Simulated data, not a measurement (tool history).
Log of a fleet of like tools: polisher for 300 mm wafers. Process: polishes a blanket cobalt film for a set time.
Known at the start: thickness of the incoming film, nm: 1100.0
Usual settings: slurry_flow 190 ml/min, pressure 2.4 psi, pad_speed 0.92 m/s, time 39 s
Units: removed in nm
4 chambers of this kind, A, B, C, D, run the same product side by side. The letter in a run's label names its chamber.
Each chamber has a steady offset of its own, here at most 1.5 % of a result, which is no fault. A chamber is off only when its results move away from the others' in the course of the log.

{"hour": 2.9, "done": "chamber D: slurry nozzle cleaned"}
{"run": "1D", "hour": 8.0, "slurry_flow": 190, "pressure": 2.4, "pad_speed": 0.92, "time": 39, "removed": 242.37}
{"run": "2A", "hour": 19.6, "slurry_flow": 190, "pressure": 2.4, "pad_speed": 0.92, "time": 39, "removed": 249.71}
{"hour": 22.1, "done": "chamber B: worn pad replaced by a new one"}
{"run": "3B", "hour": 29.3, "slurry_flow": 190, "pressure": 2.4, "pad_speed": 0.92, "time": 39, "removed": 245.41}
{"run": "4C", "hour": 37.5, "slurry_flow": 190, "pressure": 2.4, "pad_speed": 0.92, "time": 39, "removed": 242.45}
{"run": "5D", "hour": 44.4, "slurry_flow": 190, "pressure": 2.4, "pad_speed": 0.92, "time": 39, "removed": 241.7}
{"hour": 47.8, "done": "chamber C: worn pad replaced by a new one"}
{"run": "6B", "hour": 50.9, "slurry_flow": 190, "pressure": 2.4, "pad_speed": 0.92, "time": 47, "removed": 297.11}
{"run": "7A", "hour": 63.1, "slurry_flow": 190, "pressure": 2.4, "pad_speed": 0.92, "time": 47, "removed": 299.22}
{"run": "8C", "hour": 71.8, "slurry_flow": 190, "pressure": 2.4, "pad_speed": 0.92, "time": 47, "removed": 293.74}
{"run": "9C", "hour": 81.2, "slurry_flow": 190, "pressure": 2.4, "pad_speed": 0.92, "time": 47, "removed": 292.6}
{"hour": 91.8, "done": "chamber A: worn pad replaced by a new one"}
{"run": "10D", "hour": 93.6, "slurry_flow": 190, "pressure": 2.4, "pad_speed": 0.92, "time": 39, "removed": 244.44}
{"hour": 97.7, "done": "chamber D: worn pad replaced by a new one"}
{"run": "11A", "hour": 103.3, "slurry_flow": 190, "pressure": 2.4, "pad_speed": 0.74, "time": 39, "removed": 197.82}
{"run": "12B", "hour": 112.8, "slurry_flow": 190, "pressure": 2.4, "pad_speed": 0.74, "time": 39, "removed": 197.01}
{"hour": 114.5, "done": "chamber A: head pressure recalibrated"}
{"hour": 116.8, "done": "chamber B: worn pad replaced by a new one"}
{"run": "13C", "hour": 118.3, "slurry_flow": 190, "pressure": 2.4, "pad_speed": 0.74, "time": 39, "removed": 197.03}
{"hour": 123.9, "done": "chamber B: head pressure recalibrated"}
{"run": "14B", "hour": 126.3, "slurry_flow": 190, "pressure": 2.4, "pad_speed": 0.74, "time": 39, "removed": 195.98}
{"run": "15D", "hour": 135.6, "slurry_flow": 190, "pressure": 2.4, "pad_speed": 0.92, "time": 39, "removed": 241.23}
{"run": "16A", "hour": 143.7, "slurry_flow": 190, "pressure": 2.4, "pad_speed": 0.92, "time": 49, "removed": 312.59}
{"hour": 148.0, "done": "chamber B: slurry nozzle cleaned"}
{"run": "17C", "hour": 153.5, "slurry_flow": 190, "pressure": 2.4, "pad_speed": 0.92, "time": 49, "removed": 310.56}
{"run": "18B", "hour": 165.1, "slurry_flow": 190, "pressure": 2.4, "pad_speed": 0.92, "time": 49, "removed": 305.48}
{"hour": 165.4, "done": "chamber C: worn pad replaced by a new one"}
{"run": "19D", "hour": 175.8, "slurry_flow": 190, "pressure": 2.4, "pad_speed": 0.92, "time": 49, "removed": 305.58}
{"hour": 183.3, "done": "chamber D: worn pad replaced by a new one"}
{"run": "20A", "hour": 183.5, "slurry_flow": 190, "pressure": 2.4, "pad_speed": 0.92, "time": 39, "removed": 246.28}
{"run": "21C", "hour": 191.5, "slurry_flow": 190, "pressure": 2.4, "pad_speed": 0.92, "time": 39, "removed": 243.75}
{"run": "22A", "hour": 199.5, "slurry_flow": 190, "pressure": 2.4, "pad_speed": 0.92, "time": 39, "removed": 244.85}
{"hour": 203.7, "done": "chamber B: worn pad replaced by a new one"}
{"run": "23B", "hour": 210.7, "slurry_flow": 190, "pressure": 2.4, "pad_speed": 0.92, "time": 39, "removed": 241.36}
{"hour": 214.9, "done": "chamber A: worn pad replaced by a new one"}
{"run": "24D", "hour": 216.9, "slurry_flow": 190, "pressure": 2.4, "pad_speed": 0.92, "time": 39, "removed": 241.75}
{"run": "25D", "hour": 228.0, "slurry_flow": 190, "pressure": 2.4, "pad_speed": 0.92, "time": 39, "removed": 242.66}
{"run": "26C", "hour": 240.1, "slurry_flow": 190, "pressure": 2.4, "pad_speed": 0.92, "time": 39, "removed": 236.22}
{"run": "27A", "hour": 250.7, "slurry_flow": 190, "pressure": 2.4, "pad_speed": 0.92, "time": 39, "removed": 249.02}
{"run": "28B", "hour": 260.1, "slurry_flow": 190, "pressure": 2.4, "pad_speed": 0.92, "time": 39, "removed": 246.57}
{"hour": 265.3, "done": "chamber D: worn pad replaced by a new one"}
{"run": "29D", "hour": 267.5, "slurry_flow": 190, "pressure": 2.4, "pad_speed": 0.92, "time": 39, "removed": 241.92}
{"hour": 277.9, "done": "chamber C: worn pad replaced by a new one"}
{"run": "30B", "hour": 279.0, "slurry_flow": 190, "pressure": 2.4, "pad_speed": 0.92, "time": 39, "removed": 245.59}
{"run": "31A", "hour": 289.6, "slurry_flow": 190, "pressure": 2.4, "pad_speed": 0.92, "time": 39, "removed": 246.16}
{"run": "32C", "hour": 295.3, "slurry_flow": 190, "pressure": 2.4, "pad_speed": 0.92, "time": 39, "removed": 238.15}
{"run": "33C", "hour": 307.8, "slurry_flow": 170, "pressure": 2.4, "pad_speed": 0.92, "time": 39, "removed": 228.84}
{"hour": 308.0, "done": "chamber B: worn pad replaced by a new one"}
{"run": "34B", "hour": 314.1, "slurry_flow": 170, "pressure": 2.4, "pad_speed": 0.92, "time": 39, "removed": 240.07}
{"run": "35D", "hour": 320.5, "slurry_flow": 170, "pressure": 2.4, "pad_speed": 0.92, "time": 39, "removed": 240.66}
{"hour": 325.9, "done": "chamber A: worn pad replaced by a new one"}
{"run": "36A", "hour": 331.3, "slurry_flow": 170, "pressure": 2.4, "pad_speed": 0.92, "time": 39, "removed": 242.98}

Is one chamber off against the others, does the gauge drift, or is nothing wrong? If a chamber is off, say which, and what the likeliest cause is.

Chamber C drifts away from the others.
Cause: slurry flow missing at the pad, % = 28.2.
The log may not tell that from: head's pressure below its setpoint, %.

Here are 4 candidates for chamber C's next run, each the usual settings with a change, their results left as question marks. Which one brings its results back in line with what the others give on the usual settings?
In line means no further than this from the other chambers' mean on the usual settings: removed 7.40 nm
{"run": "37C-1", "hour": 340.3, "slurry_flow": 190, "pressure": 2.4, "pad_speed": 0.86, "time": 39, "removed": "?"}
{"run": "37C-2", "hour": 340.3, "slurry_flow": 260, "pressure": 2.4, "pad_speed": 0.92, "time": 39, "removed": "?"}
{"run": "37C-3", "hour": 340.3, "slurry_flow": 190, "pressure": 2.3, "pad_speed": 0.88, "time": 38, "removed": "?"}
{"run": "37C-4", "hour": 340.3, "slurry_flow": 190, "pressure": 2.5, "pad_speed": 0.92, "time": 42, "removed": "?"}

The other chambers' mean on the usual settings: removed 245.08 nm
run=37C-1 removed=216.85
run=37C-2 removed=244.36
run=37C-3 removed=207.22
run=37C-4 removed=260.24
37C-2 brings the chamber back in line.

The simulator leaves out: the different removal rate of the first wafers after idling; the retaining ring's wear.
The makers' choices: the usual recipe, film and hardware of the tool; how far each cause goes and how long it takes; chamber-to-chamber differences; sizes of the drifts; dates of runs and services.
